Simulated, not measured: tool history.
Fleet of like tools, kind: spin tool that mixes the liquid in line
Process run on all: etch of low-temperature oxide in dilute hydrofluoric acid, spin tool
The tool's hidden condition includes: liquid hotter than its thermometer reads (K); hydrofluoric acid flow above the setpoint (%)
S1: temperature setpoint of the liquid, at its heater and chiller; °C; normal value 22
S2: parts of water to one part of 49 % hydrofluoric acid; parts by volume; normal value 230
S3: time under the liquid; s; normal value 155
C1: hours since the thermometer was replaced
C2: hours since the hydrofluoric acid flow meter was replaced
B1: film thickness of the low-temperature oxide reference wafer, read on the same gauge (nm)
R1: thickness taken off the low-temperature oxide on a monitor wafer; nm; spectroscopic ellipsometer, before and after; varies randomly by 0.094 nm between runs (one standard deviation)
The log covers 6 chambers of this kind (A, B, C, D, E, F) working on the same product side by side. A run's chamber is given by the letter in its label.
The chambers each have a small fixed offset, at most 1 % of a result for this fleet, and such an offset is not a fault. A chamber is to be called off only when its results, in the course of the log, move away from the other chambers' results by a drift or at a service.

Run 1D, hour 13: usual settings; C1 141.3; C2 2200.9; B1 90.013. Result: R1 9.6445 nm.
Run 2F, hour 22.6: usual settings; C1 585.8; C2 1242; B1 90.038. Result: R1 9.8589 nm.
At hour 27.5: chamber D: hydrofluoric acid flow meter replaced.
Run 3A, hour 37.7: usual settings; C1 1189.4; C2 744.8; B1 90.029. Result: R1 9.6277 nm.
Run 4C, hour 45: usual settings; C1 675.8; C2 784.4; B1 90.019. Result: R1 9.7954 nm.
Run 5E, hour 59.8: usual settings; C1 377.6; C2 152.7; B1 90.02. Result: R1 9.7047 nm.
Run 6B, hour 67.7: usual settings; C1 1575.9; C2 138.6; B1 90.004. Result: R1 9.7759 nm.
Run 7A, hour 75.6: usual settings; C1 1227.3; C2 782.7; B1 90.043. Result: R1 9.5692 nm.
Run 8C, hour 82.4: usual settings; C1 713.2; C2 821.8; B1 90.017. Result: R1 9.7145 nm.
At hour 86.8: chamber F: thermometer replaced.
At hour 88.9: chamber A: hydrofluoric acid flow meter replaced.
Run 9F, hour 96: usual settings; C1 9.3; C2 1315.4; B1 89.983. Result: R1 9.5516 nm.
Run 10B, hour 104: usual settings; C1 1612.2; C2 174.9; B1 90.001. Result: R1 9.6375 nm.
Run 11E, hour 116.1: usual settings; C1 433.9; C2 209; B1 89.985. Result: R1 9.8111 nm.
At hour 117.9: chamber F: hydrofluoric acid flow meter replaced.
Run 12D, hour 131.1: usual settings but S1 24 °C; C1 259.4; C2 103.7; B1 89.99. Result: R1 10.424 nm.
Run 13F, hour 141.4: usual settings but S1 24 °C; C1 54.7; C2 23.5; B1 89.972. Result: R1 10.548 nm.
Run 14B, hour 149.4: usual settings but S1 24 °C; C1 1657.6; C2 220.3; B1 90.018. Result: R1 10.294 nm.
Run 15C, hour 160.4: usual settings but S1 24 °C; C1 791.2; C2 899.8; B1 89.974. Result: R1 10.487 nm.
Run 16A, hour 175.5: usual settings but S1 24 °C; C1 1327.2; C2 86.6; B1 90.035. Result: R1 10.48 nm.
At hour 178.2: chamber B: thermometer replaced.
Run 17E, hour 187.3: usual settings but S1 24 °C; C1 505.1; C2 280.2; B1 89.961. Result: R1 10.672 nm.
Run 18D, hour 199.7: usual settings; C1 328; C2 172.3; B1 90.003. Result: R1 9.6166 nm.
Run 19F, hour 207.3: usual settings but S1 26.5 °C; C1 120.6; C2 89.4; B1 89.975. Result: R1 11.396 nm.
Run 20A, hour 219.9: usual settings but S1 26.5 °C; C1 1371.6; C2 131; B1 89.974. Result: R1 11.319 nm.
Run 21C, hour 230.4: usual settings but S1 26.5 °C; C1 861.2; C2 969.8; B1 89.992. Result: R1 11.588 nm.
Run 22D, hour 239.8: usual settings but S1 26.5 °C; C1 368.1; C2 212.4; B1 90.013. Result: R1 11.269 nm.
Run 23B, hour 247.5: usual settings but S1 26.5 °C; C1 69.4; C2 318.4; B1 89.982. Result: R1 11.337 nm.
Run 24E, hour 260.1: usual settings but S1 26.5 °C; C1 577.9; C2 353; B1 89.953. Result: R1 11.483 nm.
Run 25F, hour 269.2: usual settings but S1 19.5 °C, S3 205 s; C1 182.5; C2 151.3; B1 90.019. Result: R1 11.887 nm.
Run 26D, hour 281.6: usual settings but S1 19.5 °C, S3 205 s; C1 409.9; C2 254.2; B1 90.018. Result: R1 11.54 nm.
Run 27C, hour 295.7: usual settings but S1 19.5 °C, S3 205 s; C1 926.5; C2 1035.1; B1 89.999. Result: R1 11.736 nm.
Run 28E, hour 307.6: usual settings but S1 19.5 °C, S3 205 s; C1 625.4; C2 400.5; B1 90.022. Result: R1 11.605 nm.
At hour 317: chamber E: thermometer replaced.
Run 29B, hour 321.8: usual settings but S1 19.5 °C, S3 205 s; C1 143.7; C2 392.7; B1 89.99. Result: R1 11.714 nm.
Run 30A, hour 331.2: usual settings but S1 19.5 °C, S3 205 s; C1 1482.9; C2 242.3; B1 89.981. Result: R1 11.68 nm.
Run 31C, hour 340: usual settings; C1 970.8; C2 1079.4; B1 89.996. Result: R1 9.821 nm.
Run 32E, hour 354.8: usual settings; C1 37.8; C2 447.7; B1 90.067. Result: R1 9.6617 nm.
Run 33B, hour 366.7: usual settings but S3 225 s; C1 188.6; C2 437.6; B1 90.001. Result: R1 14.134 nm.
Run 34D, hour 377.7: usual settings but S3 225 s; C1 506; C2 350.3; B1 90.002. Result: R1 14.003 nm.
Run 35A, hour 391.3: usual settings but S3 225 s; C1 1543; C2 302.4; B1 90.037. Result: R1 14.087 nm.
Run 36F, hour 399.4: usual settings but S3 225 s; C1 312.7; C2 281.5; B1 90.01. Result: R1 13.983 nm.
Run 37C, hour 407.7: usual settings but S3 225 s; C1 1038.5; C2 1147.1; B1 89.968. Result: R1 14.173 nm.
Run 38E, hour 422.4: usual settings but S3 225 s; C1 105.4; C2 515.3; B1 89.982. Result: R1 14.257 nm.
Run 39D, hour 433.3: usual settings; C1 561.6; C2 405.9; B1 89.983. Result: R1 9.62 nm.
Run 40F, hour 446.9: usual settings; C1 360.2; C2 329; B1 89.987. Result: R1 9.6892 nm.

Decide between three cases: one chamber stands off from its peers, the gauge reading all wafers drifts, or nothing is wrong past each chamber's small offset. Where a chamber is off, say which and what most likely put it there.

Nothing is wrong: each chamber keeps only its own small, steady offset and the gauge holds still.
